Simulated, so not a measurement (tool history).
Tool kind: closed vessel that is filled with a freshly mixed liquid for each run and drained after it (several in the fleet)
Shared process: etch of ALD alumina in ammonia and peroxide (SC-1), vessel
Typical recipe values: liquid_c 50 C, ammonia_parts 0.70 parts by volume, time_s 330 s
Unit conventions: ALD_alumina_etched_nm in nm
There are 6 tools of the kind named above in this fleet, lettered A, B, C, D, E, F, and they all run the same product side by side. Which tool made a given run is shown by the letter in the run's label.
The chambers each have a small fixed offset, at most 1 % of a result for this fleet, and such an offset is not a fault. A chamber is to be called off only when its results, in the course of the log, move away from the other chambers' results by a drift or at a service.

| run | hour | liquid_c | ammonia_parts | time_s | read-back film thickness of the ALD alumina reference wafer, read on the same gauge (nm) | ALD_alumina_etched_nm |
|---|---|---|---|---|---|---|
| 1A | 7.6 | 50 | 0.70 | 330 | 129.97 | 13.2470 |
| 2E | 14.1 | 50 | 0.70 | 330 | 129.97 | 13.1100 |
| 3C | 19.3 | 50 | 0.70 | 330 | 130.01 | 13.0650 |
| 4F | 23.9 | 50 | 0.70 | 330 | 130.02 | 13.3170 |
|  | 27.3 | chamber E: thermometer replaced |
| 5D | 32.9 | 50 | 0.70 | 330 | 130.01 | 13.0890 |
| 6B | 42.6 | 50 | 0.70 | 330 | 129.96 | 12.9770 |
| 7D | 49.1 | 50 | 0.70 | 330 | 130.05 | 13.0940 |
| 8E | 55.9 | 50 | 0.70 | 330 | 130.05 | 13.2230 |
| 9B | 60.6 | 50 | 0.70 | 330 | 130.01 | 13.1670 |
| 10A | 69.6 | 50 | 0.70 | 330 | 130.05 | 13.2090 |
| 11F | 79.0 | 50 | 0.70 | 330 | 130.05 | 13.2090 |
|  | 84.0 | chamber D: new drum of ammonia solution connected |
| 12C | 85.9 | 50 | 0.70 | 330 | 130.00 | 13.1790 |
| 13E | 95.6 | 50 | 1.00 | 330 | 129.96 | 13.5740 |
| 14F | 102.6 | 50 | 1.00 | 330 | 129.97 | 13.5960 |
| 15D | 112.1 | 50 | 1.00 | 330 | 130.04 | 13.5640 |
| 16A | 120.7 | 50 | 1.00 | 330 | 130.01 | 13.6850 |
|  | 124.5 | chamber A: new drum of ammonia solution connected |
| 17C | 125.6 | 50 | 1.00 | 330 | 130.02 | 13.6560 |
| 18B | 133.9 | 50 | 1.00 | 330 | 130.00 | 13.6780 |
| 19F | 138.6 | 50 | 0.70 | 330 | 129.96 | 13.1530 |
| 20B | 143.8 | 54 | 0.95 | 330 | 129.99 | 16.8360 |
|  | 149.6 | chamber F: new drum of ammonia solution connected |
| 21C | 153.7 | 54 | 0.95 | 330 | 129.99 | 16.7710 |
| 22A | 162.4 | 54 | 0.95 | 330 | 130.00 | 16.9670 |
| 23E | 172.7 | 54 | 0.95 | 330 | 130.03 | 17.0110 |
| 24D | 180.4 | 54 | 0.95 | 330 | 130.00 | 16.9430 |
| 25A | 188.8 | 54 | 0.95 | 330 | 130.01 | 16.8770 |
| 26F | 198.6 | 50 | 0.70 | 330 | 130.00 | 12.8430 |
| 27C | 206.8 | 50 | 0.70 | 330 | 130.01 | 13.2490 |
| 28D | 216.9 | 50 | 0.70 | 330 | 130.00 | 13.1720 |
| 29E | 222.2 | 50 | 0.70 | 330 | 130.01 | 13.1670 |
| 30B | 228.0 | 50 | 0.70 | 330 | 130.04 | 13.0390 |
| 31F | 235.4 | 50 | 0.70 | 330 | 130.00 | 12.7210 |
| 32C | 243.5 | 50 | 0.70 | 330 | 130.03 | 13.2450 |
| 33A | 250.1 | 58 | 0.70 | 440 | 130.07 | 27.1740 |
| 34B | 258.7 | 58 | 0.70 | 440 | 129.94 | 27.0530 |
|  | 264.1 | chamber E: new drum of ammonia solution connected |
| 35D | 264.3 | 58 | 0.70 | 440 | 129.98 | 26.7220 |
| 36E | 270.6 | 58 | 0.70 | 440 | 130.02 | 27.2530 |
| 37C | 277.9 | 58 | 0.70 | 440 | 129.99 | 26.5210 |
| 38F | 285.2 | 58 | 0.70 | 440 | 130.04 | 26.0050 |

One chamber off, gauge drift, or nothing amiss beyond the chambers' own small offsets? If it is a chamber, which one, and what is the likeliest cause?

It is chamber F that slowly wanders off from its peers.
Likeliest cause: liquid colder than its thermometer reads (K) = 1.03.

Below are 4 candidate recipes for chamber F's next run, each the usual settings with a change, their results shown as question marks. Which of them brings F's results back in line with what the other chambers give on the usual settings?
In line means no further than this from the other chambers' mean on the usual settings: ALD_alumina_etched_nm 0.2400 nm
| 39F-1 | 292.6 | 50.0 | 0.70 | 365 |  | ? |
| 39F-2 | 292.6 | 49.5 | 0.70 | 320 |  | ? |
| 39F-3 | 292.6 | 50.5 | 0.70 | 340 |  | ? |
| 39F-4 | 292.6 | 49.0 | 0.70 | 315 |  | ? |

The other chambers' mean on the usual settings: ALD_alumina_etched_nm 13.2070 nm
| run | ALD_alumina_etched_nm |
|---|---|
| 39F-1 | 13.7960 |
| 39F-2 | 11.7640 |
| 39F-3 | 13.2110 |
| 39F-4 | 11.2620 |
The answer is 39F-3, which returns the chamber to within the allowed miss of the others.
